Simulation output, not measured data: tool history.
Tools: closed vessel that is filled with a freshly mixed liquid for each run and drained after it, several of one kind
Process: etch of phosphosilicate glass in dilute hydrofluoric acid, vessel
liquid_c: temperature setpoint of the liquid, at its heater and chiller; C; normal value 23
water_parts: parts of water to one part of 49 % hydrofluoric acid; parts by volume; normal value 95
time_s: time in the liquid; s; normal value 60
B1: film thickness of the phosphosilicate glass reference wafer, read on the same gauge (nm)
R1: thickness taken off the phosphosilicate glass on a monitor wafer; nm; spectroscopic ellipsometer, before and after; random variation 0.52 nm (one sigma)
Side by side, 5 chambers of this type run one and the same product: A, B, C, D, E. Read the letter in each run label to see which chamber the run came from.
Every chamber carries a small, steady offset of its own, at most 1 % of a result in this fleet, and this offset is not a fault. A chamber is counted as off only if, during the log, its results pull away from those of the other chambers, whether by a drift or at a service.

{"run": "1D", "hour": 6.1, "liquid_c": 23, "water_parts": 95, "time_s": 60, "B1": 60, "R1": 55.802}
{"hour": 13.2, "done": "chamber E: hydrofluoric acid flow meter replaced"}
{"run": "2C", "hour": 18.1, "liquid_c": 23, "water_parts": 95, "time_s": 60, "B1": 60.01, "R1": 55.992}
{"run": "3B", "hour": 27.4, "liquid_c": 23, "water_parts": 95, "time_s": 60, "B1": 59.985, "R1": 55.743}
{"run": "4E", "hour": 37.8, "liquid_c": 23, "water_parts": 95, "time_s": 60, "B1": 60.004, "R1": 54.625}
{"run": "5A", "hour": 48.9, "liquid_c": 23, "water_parts": 95, "time_s": 60, "B1": 60.017, "R1": 55.309}
{"run": "6C", "hour": 58.8, "liquid_c": 23, "water_parts": 95, "time_s": 60, "B1": 59.985, "R1": 55.885}
{"run": "7B", "hour": 71.0, "liquid_c": 23, "water_parts": 95, "time_s": 60, "B1": 60.009, "R1": 55.42}
{"run": "8E", "hour": 82.8, "liquid_c": 23, "water_parts": 95, "time_s": 60, "B1": 59.999, "R1": 55.717}
{"run": "9D", "hour": 92.0, "liquid_c": 23, "water_parts": 95, "time_s": 60, "B1": 60.025, "R1": 54.489}
{"hour": 97.2, "done": "chamber B: thermometer replaced"}
{"run": "10A", "hour": 105.9, "liquid_c": 23, "water_parts": 95, "time_s": 60, "B1": 60.008, "R1": 54.954}
{"run": "11B", "hour": 117.5, "liquid_c": 23, "water_parts": 95, "time_s": 60, "B1": 60.041, "R1": 55.072}
{"run": "12E", "hour": 124.5, "liquid_c": 23, "water_parts": 95, "time_s": 60, "B1": 60.008, "R1": 55.58}
{"run": "13D", "hour": 131.0, "liquid_c": 23, "water_parts": 95, "time_s": 60, "B1": 60.011, "R1": 55.33}
{"run": "14A", "hour": 139.8, "liquid_c": 23, "water_parts": 95, "time_s": 60, "B1": 59.966, "R1": 55.917}
{"run": "15C", "hour": 152.6, "liquid_c": 23, "water_parts": 95, "time_s": 60, "B1": 59.991, "R1": 56.321}
{"run": "16A", "hour": 165.8, "liquid_c": 23, "water_parts": 95, "time_s": 60, "B1": 60.033, "R1": 56.006}
{"run": "17D", "hour": 173.2, "liquid_c": 23, "water_parts": 95, "time_s": 60, "B1": 60.011, "R1": 55.625}
{"run": "18B", "hour": 183.3, "liquid_c": 23, "water_parts": 125, "time_s": 30, "B1": 59.999, "R1": 20.113}
{"run": "19E", "hour": 196.0, "liquid_c": 23, "water_parts": 125, "time_s": 30, "B1": 60.009, "R1": 20.303}
{"run": "20C", "hour": 205.0, "liquid_c": 23, "water_parts": 125, "time_s": 30, "B1": 59.988, "R1": 21.484}
{"hour": 211.7, "done": "chamber A: thermometer replaced"}
{"run": "21D", "hour": 217.9, "liquid_c": 23, "water_parts": 125, "time_s": 30, "B1": 59.989, "R1": 20.31}
{"run": "22A", "hour": 224.6, "liquid_c": 23, "water_parts": 125, "time_s": 30, "B1": 59.994, "R1": 20.61}
{"run": "23B", "hour": 231.6, "liquid_c": 23, "water_parts": 95, "time_s": 60, "B1": 60.018, "R1": 55.181}
{"run": "24E", "hour": 238.2, "liquid_c": 23, "water_parts": 95, "time_s": 60, "B1": 60.001, "R1": 54.966}
{"run": "25C", "hour": 247.7, "liquid_c": 23, "water_parts": 95, "time_s": 60, "B1": 60.01, "R1": 58.82}
{"run": "26D", "hour": 258.1, "liquid_c": 23, "water_parts": 95, "time_s": 60, "B1": 60.008, "R1": 54.436}
{"run": "27B", "hour": 267.2, "liquid_c": 23, "water_parts": 95, "time_s": 60, "B1": 59.983, "R1": 55.816}
{"run": "28A", "hour": 279.2, "liquid_c": 23, "water_parts": 95, "time_s": 60, "B1": 59.997, "R1": 55.973}
{"run": "29E", "hour": 291.7, "liquid_c": 23, "water_parts": 95, "time_s": 60, "B1": 60.003, "R1": 56.007}
{"run": "30C", "hour": 302.3, "liquid_c": 23, "water_parts": 95, "time_s": 60, "B1": 59.98, "R1": 58.785}

Is one chamber out of step, is the gauge drifting, or do the chambers differ by no more than their own small offsets? For an off chamber, give its letter and the likeliest cause.

Little by little, chamber C moves away from the other chambers.
Most likely cause: hydrofluoric acid flow above the setpoint (%) = 7.47.
With only this log, it may be confused with: liquid hotter than its thermometer reads (K).

Below are 4 candidate recipes for chamber C's next run, each the usual settings with a change, their results shown as question marks. Which of them brings C's results back in line with what the other chambers give on the usual settings?
In-line tolerance around the mean of the other chambers on the usual settings: R1 1.8 nm
{"run": "31C-1", "hour": 312.1, "liquid_c": 23, "water_parts": 95, "time_s": 65, "R1": "?"}
{"run": "31C-2", "hour": 312.1, "liquid_c": 21, "water_parts": 95, "time_s": 60, "R1": "?"}
{"run": "31C-3", "hour": 312.1, "liquid_c": 23.5, "water_parts": 95, "time_s": 60, "R1": "?"}
{"run": "31C-4", "hour": 312.1, "liquid_c": 22.5, "water_parts": 95, "time_s": 60, "R1": "?"}

Mean of the other chambers on the usual settings: R1 55.373 nm
run=31C-1 R1=65.386
run=31C-2 R1=55.716
run=31C-3 R1=61.556
run=31C-4 R1=59.175
The answer is 31C-2, which returns the chamber to within the allowed miss of the others.
